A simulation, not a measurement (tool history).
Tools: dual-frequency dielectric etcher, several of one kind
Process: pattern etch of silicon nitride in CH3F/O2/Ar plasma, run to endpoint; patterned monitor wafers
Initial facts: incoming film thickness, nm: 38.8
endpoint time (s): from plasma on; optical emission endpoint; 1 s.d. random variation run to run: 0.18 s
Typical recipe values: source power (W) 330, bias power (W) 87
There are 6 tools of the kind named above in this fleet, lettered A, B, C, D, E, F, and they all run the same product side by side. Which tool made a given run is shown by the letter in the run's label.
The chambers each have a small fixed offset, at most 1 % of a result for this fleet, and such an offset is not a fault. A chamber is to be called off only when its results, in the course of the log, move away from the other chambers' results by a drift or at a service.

| run | hour | source power (W) | bias power (W) | hours since the last wet clean | hours since the last source power generator calibration | hours since the last bias power generator calibration | endpoint time (s) |
|---|---|---|---|---|---|---|---|
| 1E | 6.5 | 330 | 87 | 156.8 | 1534.1 | 3662.3 | 56.745 |
| 2C | 16.8 | 330 | 87 | 314.7 | 1339.5 | 3535.0 | 56.564 |
| 3A | 26.1 | 330 | 87 | 143.5 | 2814.2 | 2257.6 | 55.940 |
| 4F | 35.6 | 330 | 87 | 400.4 | 480.7 | 2979.0 | 55.892 |
| 5D | 45.7 | 300 | 80 | 487.4 | 442.3 | 686.0 | 60.287 |
| 6B | 52.2 | 300 | 80 | 292.7 | 1921.7 | 345.8 | 59.914 |
| 7A | 62.5 | 300 | 80 | 179.9 | 2850.6 | 2294.0 | 59.549 |
|  | 66.6 | chamber F: wet clean of the chamber |
| 8E | 68.5 | 300 | 80 | 218.8 | 1596.1 | 3724.3 | 60.562 |
| 9C | 79.4 | 300 | 80 | 377.3 | 1402.1 | 3597.6 | 60.141 |
| 10B | 88.8 | 300 | 80 | 329.3 | 1958.3 | 382.4 | 59.898 |
| 11D | 96.2 | 330 | 87 | 537.9 | 492.8 | 736.5 | 56.379 |
| 12F | 102.0 | 330 | 87 | 35.4 | 547.1 | 3045.4 | 55.898 |
| 13D | 112.9 | 330 | 87 | 554.6 | 509.5 | 753.2 | 56.390 |
| 14B | 124.7 | 330 | 87 | 365.2 | 1994.2 | 418.3 | 56.044 |
|  | 133.7 | chamber D: wet clean of the chamber |
| 15A | 134.6 | 330 | 87 | 252.0 | 2922.7 | 2366.1 | 56.248 |
| 16E | 142.1 | 410 | 67 | 292.4 | 1669.7 | 3797.9 | 57.086 |
|  | 144.2 | chamber C: wet clean of the chamber |
| 17C | 151.2 | 410 | 67 | 7.0 | 1473.9 | 3669.4 | 56.576 |
| 18F | 157.2 | 410 | 67 | 90.6 | 602.3 | 3100.6 | 56.690 |
| 19A | 168.3 | 410 | 67 | 285.7 | 2956.4 | 2399.8 | 56.425 |
| 20B | 176.4 | 410 | 67 | 416.9 | 2045.9 | 470.0 | 56.328 |
| 21F | 184.7 | 410 | 67 | 118.1 | 629.8 | 3128.1 | 56.888 |
| 22D | 193.3 | 330 | 87 | 59.6 | 589.9 | 833.6 | 56.368 |
|  | 198.1 | chamber B: wet clean of the chamber |
| 23E | 200.2 | 370 | 104 | 350.5 | 1727.8 | 3856.0 | 51.305 |
| 24C | 210.2 | 370 | 104 | 66.0 | 1532.9 | 3728.4 | 50.482 |
|  | 210.9 | chamber C: bias power generator calibrated |
| 25D | 219.0 | 370 | 104 | 85.3 | 615.6 | 859.3 | 50.809 |
| 26B | 228.8 | 370 | 104 | 30.8 | 2098.3 | 522.4 | 50.358 |
|  | 230.8 | chamber E: wet clean of the chamber |
| 27E | 234.6 | 370 | 104 | 3.8 | 1762.2 | 3890.4 | 50.866 |
| 28A | 245.8 | 370 | 104 | 363.2 | 3033.9 | 2477.3 | 50.241 |
| 29F | 256.7 | 330 | 87 | 190.1 | 701.8 | 3200.1 | 56.075 |
|  | 264.1 | chamber E: source power generator calibrated |
| 30C | 266.8 | 330 | 87 | 122.6 | 1589.5 | 55.9 | 56.395 |
|  | 267.1 | chamber E: bias power generator calibrated |
| 31B | 277.1 | 330 | 87 | 79.1 | 2146.6 | 570.7 | 56.056 |
| 32E | 288.9 | 330 | 87 | 58.1 | 24.8 | 21.9 | 56.920 |
| 33A | 298.9 | 330 | 87 | 416.3 | 3087.0 | 2530.4 | 55.982 |
| 34F | 304.5 | 330 | 87 | 237.9 | 749.6 | 3247.9 | 56.151 |
| 35D | 315.8 | 330 | 87 | 182.1 | 712.4 | 956.1 | 56.602 |
| 36C | 325.1 | 330 | 87 | 180.9 | 1647.8 | 114.2 | 56.186 |
| 37C | 335.7 | 330 | 87 | 191.5 | 1658.4 | 124.8 | 56.291 |
| 38A | 346.8 | 330 | 87 | 464.2 | 3134.9 | 2578.3 | 55.830 |
| 39E | 352.5 | 330 | 87 | 121.7 | 88.4 | 85.5 | 56.776 |
| 40D | 361.1 | 330 | 87 | 227.4 | 757.7 | 1001.4 | 56.723 |
| 41B | 371.1 | 330 | 87 | 173.1 | 2240.6 | 664.7 | 56.265 |
| 42F | 379.1 | 330 | 87 | 312.5 | 824.2 | 3322.5 | 55.799 |
| 43B | 388.2 | 330 | 87 | 190.2 | 2257.7 | 681.8 | 55.915 |

Has any chamber moved away from the others, gradually or after a service, or does the common gauge drift, or do the chambers differ only by their own small steady offsets? State the chamber and the most likely cause if one applies.

No chamber stands off beyond its own small offset, and the gauge holds steady.

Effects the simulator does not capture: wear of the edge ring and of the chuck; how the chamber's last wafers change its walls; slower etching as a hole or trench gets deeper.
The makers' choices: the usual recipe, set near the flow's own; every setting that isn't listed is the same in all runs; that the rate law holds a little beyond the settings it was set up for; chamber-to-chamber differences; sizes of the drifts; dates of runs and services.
